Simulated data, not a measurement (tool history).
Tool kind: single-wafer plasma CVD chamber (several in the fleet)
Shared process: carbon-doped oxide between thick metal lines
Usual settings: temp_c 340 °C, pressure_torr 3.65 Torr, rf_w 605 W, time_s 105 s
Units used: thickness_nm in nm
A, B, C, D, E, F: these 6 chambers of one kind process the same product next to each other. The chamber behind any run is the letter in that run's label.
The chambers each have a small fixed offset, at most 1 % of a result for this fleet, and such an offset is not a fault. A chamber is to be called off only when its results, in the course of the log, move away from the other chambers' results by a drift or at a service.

run,hour,temp_c,pressure_torr,rf_w,time_s,hours since the last thermocouple change,hours since the last RF generator calibration,hours since the last manometer calibration,"read-back reference wafer on the same gauge, thickness_nm",thickness_nm
1B,9.2,340,3.65,605,105,1733.9,1833.3,142.0,583.97,579.00
2A,22.9,340,3.65,605,105,1310.4,1095.6,708.2,583.86,582.46
3F,36.2,340,3.65,605,105,2071.4,943.7,930.4,583.82,589.96
4E,43.8,340,3.65,605,105,754.3,470.0,62.7,583.88,582.78
5D,52.6,340,3.65,605,105,72.5,274.3,971.4,583.67,584.50
6C,62.6,340,3.65,605,105,528.6,966.7,343.2,583.52,580.22
7B,77.5,340,3.65,605,105,1802.2,1901.6,210.3,583.52,578.92
8D,86.8,340,3.65,605,105,106.7,308.5,1005.6,583.34,584.42
9C,102.1,340,3.65,605,105,568.1,1006.2,382.7,583.39,580.91
10F,117.2,340,4.16,605,105,2152.4,1024.7,1011.4,583.35,598.45
11A,126.1,340,4.16,605,105,1413.6,1198.8,811.4,583.23,591.68
12E,134.7,340,4.16,605,105,845.2,560.9,153.6,583.06,593.97
13A,142.0,340,4.16,605,105,1429.5,1214.7,827.3,583.04,591.85
14D,151.1,340,4.16,605,105,171.0,372.8,1069.9,583.00,596.48
15F,162.2,340,4.16,605,105,2197.4,1069.7,1056.4,582.98,598.64
# hour 170.4: chamber F: RF generator calibrated
16E,174.9,340,3.65,605,105,885.4,601.1,193.8,582.99,582.12
# hour 179.9: chamber D: capacitance manometer re-zeroed and calibrated
17C,184.5,340,3.65,710,105,650.5,1088.6,465.1,582.84,635.28
# hour 186.6: chamber B: thermocouple changed; heater temperature recalibrated
18B,199.5,340,3.65,710,105,12.9,2023.6,332.3,582.75,635.97
19A,206.3,340,3.65,710,105,1493.8,1279.0,891.6,582.81,635.70
20D,214.0,340,3.65,710,105,233.9,435.7,34.2,582.64,641.99
# hour 218.9: chamber B: RF generator calibrated
21C,226.0,340,3.65,710,105,692.0,1130.1,506.6,582.62,635.03
22F,237.3,340,3.65,710,105,2272.5,66.9,1131.5,582.68,646.83
23E,250.0,340,3.65,605,105,960.5,676.2,268.9,582.56,581.85
24B,262.0,340,3.65,605,105,75.4,43.2,394.8,582.39,580.11
25B,273.8,340,3.65,605,105,87.2,55.0,406.6,582.32,578.96
26A,286.9,340,3.65,605,105,1574.4,1359.6,972.2,582.35,578.66
27F,297.3,340,3.65,605,105,2332.5,126.9,1191.5,582.19,587.09
28E,305.6,340,3.65,605,105,1016.1,731.8,324.5,582.23,580.33
29C,317.2,340,3.65,605,105,783.2,1221.3,597.8,582.18,578.78
30D,332.4,340,3.65,605,105,352.3,554.1,152.6,582.01,583.55
# hour 336.4: chamber A: thermocouple changed; heater temperature recalibrated
31E,347.8,340,3.65,605,105,1058.3,774.0,366.7,581.85,581.22
32D,360.3,340,2.99,605,105,380.2,582.0,180.5,581.77,568.54
33A,370.9,340,2.99,605,105,34.6,1443.6,1056.2,581.77,565.30
34F,381.1,340,2.99,605,105,2416.3,210.7,1275.3,581.66,574.27
35B,395.1,340,2.99,605,105,208.5,176.3,527.9,581.51,564.69
36C,409.1,340,2.99,605,105,875.1,1313.2,689.7,581.60,565.55
37E,420.1,340,2.99,605,105,1130.6,846.3,439.0,581.57,566.89
38B,434.9,340,3.65,605,105,248.3,216.1,567.7,581.42,578.93
39F,448.1,340,3.65,605,105,2483.3,277.7,1342.3,581.37,587.07
40C,455.0,340,3.65,605,105,921.0,1359.1,735.6,581.30,577.26
41A,461.9,340,3.65,605,105,125.6,1534.6,1147.2,581.21,577.12
42D,475.9,340,3.65,605,105,495.8,697.6,296.1,581.05,580.93
43F,490.5,340,3.65,605,105,2525.7,320.1,1384.7,581.07,586.88

Has any chamber moved away from the others, gradually or after a service, or does the common gauge drift, or do the chambers differ only by their own small steady offsets? State the chamber and the most likely cause if one applies.

The shared gauge is drifting. All chambers look as if they move in step, but none is off.
Likeliest cause: gauge reads low (%) = 0.515.

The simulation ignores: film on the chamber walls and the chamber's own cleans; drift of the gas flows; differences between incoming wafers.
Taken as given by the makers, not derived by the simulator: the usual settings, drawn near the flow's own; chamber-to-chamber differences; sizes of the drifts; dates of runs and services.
